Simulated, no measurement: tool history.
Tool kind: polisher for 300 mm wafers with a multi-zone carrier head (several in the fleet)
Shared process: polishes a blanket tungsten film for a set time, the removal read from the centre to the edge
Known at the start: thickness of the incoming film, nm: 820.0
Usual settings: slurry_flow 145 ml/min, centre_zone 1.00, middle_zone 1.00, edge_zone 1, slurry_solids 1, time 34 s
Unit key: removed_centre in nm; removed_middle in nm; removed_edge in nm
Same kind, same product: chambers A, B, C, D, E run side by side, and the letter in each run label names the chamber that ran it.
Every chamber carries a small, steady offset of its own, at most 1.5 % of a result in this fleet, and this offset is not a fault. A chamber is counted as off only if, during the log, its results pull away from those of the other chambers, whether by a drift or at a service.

| run | day | slurry_flow | centre_zone | middle_zone | edge_zone | slurry_solids | time | removed_centre | removed_middle | removed_edge |
|---|---|---|---|---|---|---|---|---|---|---|
| 1B | 0.392 | 145 | 1.00 | 1.00 | 1 | 1 | 34 | 231.71 | 229.94 | 222.59 |
| 2A | 0.796 | 145 | 1.00 | 1.00 | 1 | 1 | 34 | 231.53 | 234.05 | 231.12 |
|  | 1.042 | chamber D: worn pad replaced by a new one |
| 3C | 1.271 | 145 | 1.00 | 1.00 | 1 | 1 | 34 | 232.36 | 233.46 | 232.94 |
|  | 1.596 | chamber C: worn pad replaced by a new one |
| 4D | 1.600 | 145 | 1.00 | 1.00 | 1 | 1 | 34 | 234.12 | 233.33 | 229.85 |
| 5E | 1.979 | 145 | 1.00 | 1.00 | 1 | 1 | 34 | 229.99 | 232.34 | 228.29 |
|  | 2.350 | chamber B: worn pad replaced by a new one |
| 6E | 2.417 | 145 | 1.00 | 1.00 | 1 | 1 | 34 | 234.18 | 233.60 | 226.25 |
| 7C | 2.825 | 145 | 1.04 | 1.00 | 1 | 1 | 34 | 244.04 | 230.99 | 232.37 |
| 8A | 3.158 | 145 | 1.04 | 1.00 | 1 | 1 | 34 | 242.89 | 231.43 | 233.17 |
|  | 3.325 | chamber B: centre zone pressure recalibrated |
|  | 3.508 | chamber C: slurry nozzle cleaned |
| 9D | 3.517 | 145 | 1.04 | 1.00 | 1 | 1 | 34 | 242.56 | 235.54 | 234.82 |
| 10B | 3.833 | 145 | 1.04 | 1.00 | 1 | 1 | 34 | 242.44 | 230.13 | 229.78 |
|  | 4.100 | chamber C: edge zone pressure recalibrated |
|  | 4.288 | chamber C: worn pad replaced by a new one |
| 11E | 4.371 | 145 | 1.04 | 1.00 | 1 | 1 | 34 | 246.26 | 235.07 | 229.17 |
|  | 4.629 | chamber A: worn pad replaced by a new one |
|  | 4.758 | chamber E: worn pad replaced by a new one |
|  | 4.792 | chamber B: worn pad replaced by a new one |
| 12A | 5.029 | 145 | 1.00 | 1.00 | 1 | 1 | 34 | 231.51 | 233.89 | 229.87 |
| 13B | 5.583 | 145 | 1.00 | 1.00 | 1 | 1 | 34 | 237.04 | 227.79 | 224.56 |
| 14D | 6.212 | 145 | 1.00 | 0.96 | 1 | 1 | 38 | 266.10 | 252.67 | 262.87 |
|  | 6.233 | chamber D: worn pad replaced by a new one |
|  | 6.296 | chamber E: slurry nozzle cleaned |
| 15C | 6.633 | 145 | 1.00 | 0.96 | 1 | 1 | 38 | 265.54 | 253.03 | 261.47 |
|  | 7.054 | chamber C: worn pad replaced by a new one |
| 16E | 7.129 | 145 | 1.00 | 0.96 | 1 | 1 | 38 | 261.90 | 251.23 | 259.49 |
|  | 7.188 | chamber B: worn pad replaced by a new one |
| 17C | 7.625 | 145 | 1.00 | 0.96 | 1 | 1 | 38 | 260.84 | 251.07 | 262.28 |
| 18D | 8.071 | 145 | 1.00 | 0.96 | 1 | 1 | 38 | 260.30 | 253.67 | 258.70 |
| 19B | 8.725 | 145 | 1.00 | 1.00 | 1 | 1 | 34 | 234.91 | 230.59 | 234.26 |
|  | 8.917 | chamber A: worn pad replaced by a new one |
|  | 9.025 | chamber B: slurry nozzle cleaned |
| 20A | 9.042 | 145 | 1.00 | 1.00 | 1 | 1 | 34 | 228.09 | 229.40 | 227.40 |
|  | 9.375 | chamber E: centre zone pressure recalibrated |
| 21B | 9.471 | 145 | 1.00 | 1.00 | 1 | 1 | 34 | 235.40 | 231.59 | 229.80 |
|  | 9.608 | chamber B: worn pad replaced by a new one |
|  | 9.621 | chamber E: worn pad replaced by a new one |
|  | 9.762 | chamber C: worn pad replaced by a new one |
| 22E | 9.917 | 125 | 1.00 | 1.00 | 1 | 1 | 34 | 228.08 | 229.51 | 227.40 |
| 23C | 10.429 | 125 | 1.00 | 1.00 | 1 | 1 | 34 | 226.67 | 225.51 | 228.32 |
| 24A | 10.842 | 125 | 1.00 | 1.00 | 1 | 1 | 34 | 218.87 | 225.59 | 222.98 |
|  | 11.050 | chamber D: worn pad replaced by a new one |
| 25D | 11.217 | 125 | 1.00 | 1.00 | 1 | 1 | 34 | 223.46 | 225.54 | 226.13 |
|  | 11.333 | chamber B: edge zone pressure recalibrated |
| 26B | 11.717 | 125 | 1.00 | 1.00 | 1 | 1 | 34 | 230.11 | 222.61 | 225.38 |
| 27D | 12.088 | 145 | 1.00 | 1.00 | 1 | 1 | 34 | 234.34 | 233.96 | 230.04 |
| 28A | 12.479 | 145 | 1.00 | 1.00 | 1 | 1 | 34 | 231.79 | 228.56 | 236.58 |
|  | 12.496 | chamber C: worn pad replaced by a new one |
| 29C | 12.833 | 145 | 1.00 | 1.00 | 1 | 1 | 34 | 234.23 | 234.69 | 235.01 |
| 30E | 13.300 | 145 | 1.00 | 1.00 | 1 | 1 | 34 | 231.64 | 238.45 | 228.55 |

For the next run the whole fleet of 5 chambers uses the same settings. Give each chamber's results:
| 31A | 13.779 | 105 | 1.00 | 1.00 | 1 | 1 | 34 | ? | ? | ? |
| 31B | 13.779 | 105 | 1.00 | 1.00 | 1 | 1 | 34 | ? | ? | ? |
| 31C | 13.779 | 105 | 1.00 | 1.00 | 1 | 1 | 34 | ? | ? | ? |
| 31D | 13.779 | 105 | 1.00 | 1.00 | 1 | 1 | 34 | ? | ? | ? |
| 31E | 13.779 | 105 | 1.00 | 1.00 | 1 | 1 | 34 | ? | ? | ? |

| run | removed_centre | removed_middle | removed_edge |
|---|---|---|---|
| 31A | 216.60 | 214.54 | 221.77 |
| 31B | 213.64 | 214.43 | 221.37 |
| 31C | 213.82 | 217.11 | 225.48 |
| 31D | 217.02 | 219.12 | 214.22 |
| 31E | 212.96 | 215.57 | 227.64 |
